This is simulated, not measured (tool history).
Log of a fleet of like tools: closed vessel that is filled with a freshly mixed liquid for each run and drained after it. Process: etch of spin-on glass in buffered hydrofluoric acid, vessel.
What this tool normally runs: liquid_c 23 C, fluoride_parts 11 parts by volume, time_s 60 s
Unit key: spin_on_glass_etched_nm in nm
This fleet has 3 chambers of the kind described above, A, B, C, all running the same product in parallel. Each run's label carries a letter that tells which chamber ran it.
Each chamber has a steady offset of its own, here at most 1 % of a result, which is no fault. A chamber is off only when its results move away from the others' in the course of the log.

run,hour,liquid_c,fluoride_parts,time_s,hours since the thermometer was replaced,hours since the hydrofluoric acid flow meter was replaced,"read-back film thickness of the spin-on glass reference wafer, read on the same gauge (nm)",spin_on_glass_etched_nm
1A,8.7,23,11,60,2006.4,233.5,29.998,211.95
2C,20.9,23,11,60,31.8,740.4,30.023,211.12
3B,34.5,23,11,60,2107.3,2070.5,29.97,212.43
4A,46.9,23,11,60,2044.6,271.7,29.971,213.98
5C,58.8,23,14,60,69.7,778.3,29.997,166.3
6B,73.5,23,14,60,2146.3,2109.5,30.009,170.17
7C,87.7,23,14,60,98.6,807.2,30.023,165.72
8A,99.7,27.5,11,60,2097.4,324.5,30,272.44
9B,111.8,27.5,11,60,2184.6,2147.8,30.027,270.25
10C,121.5,27.5,11,60,132.4,841,29.993,268.13
11B,134.2,23,11,60,2207,2170.2,30.016,214.1
12A,142.5,23,11,60,2140.2,367.3,29.98,212.11
13C,150.1,23,11,60,161,869.6,29.951,209.57
14B,158.7,23,11,60,2231.5,2194.7,30.036,211.33
15A,168.3,23,11,60,2166,393.1,29.982,211.64
16B,178.8,23,11,60,2251.6,2214.8,30.014,213.46
17C,187.2,23,11,60,198.1,906.7,30.063,210.1
18A,194.8,23,11,60,2192.5,419.6,30.009,214.42
19A,205.4,23,11,60,2203.1,430.2,29.982,211.88
20B,213.4,23,12.5,90,2286.2,2249.4,30.046,285.03
21C,225.9,23,12.5,90,236.8,945.4,29.969,282
22A,235.3,23,12.5,90,2233,460.1,29.972,280.75
23C,247.2,23,11,60,258.1,966.7,29.989,214.66
24B,261.7,23,15.5,45,2334.5,2297.7,30.025,114.3
25B,273.3,23,15.5,45,2346.1,2309.3,30.017,114.47
26C,282.7,23,15.5,45,293.6,1002.2,29.968,114.87
27A,289.7,27.5,8,60,2287.4,514.5,29.996,362.3
28A,296.6,27.5,8,60,2294.3,521.4,29.993,359.02
29B,304.9,27.5,8,60,2377.7,2340.9,29.976,362.18
30C,312.7,23,11,60,323.6,1032.2,30.012,217.9
31B,322.8,23,11,60,2395.6,2358.8,29.983,213.12
32A,336.4,23,11,60,2334.1,561.2,30.003,213.24
33C,345.8,23,11,60,356.7,1065.3,30.047,219.36
34B,355.1,19.5,11,60,2427.9,2391.1,29.974,173.48
35A,367.2,19.5,11,60,2364.9,592,30.013,175.42

Is one chamber off against the others, does the gauge drift, or is nothing wrong? If a chamber is off, say which, and what the likeliest cause is.

Little by little, chamber C moves away from the other chambers.
What lies behind it: hydrofluoric acid flow above the setpoint (%) = 6.03.
Not necessarily distinguishable in this log from: liquid hotter than its thermometer reads (K).

Chamber C could run next with any of the 4 candidate recipes listed below; each alters the usual settings, and their results appear as question marks. Which one brings its results back in line with what the other chambers deliver on the usual settings?
In-line tolerance around the mean of the other chambers on the usual settings: spin_on_glass_etched_nm 4.8 nm
36C-1,378.3,23,11,55,,,,?
36C-2,378.3,23,11,65,,,,?
36C-3,378.3,23,11.5,60,,,,?
36C-4,378.3,23,10.5,60,,,,?

The other chambers' mean on the usual settings: spin_on_glass_etched_nm 212.96 nm
run,spin_on_glass_etched_nm
36C-1,202.77
36C-2,239.63
36C-3,211.68
36C-4,230.76
The right change is 36C-3: it brings the chamber back within the allowed miss of the others.
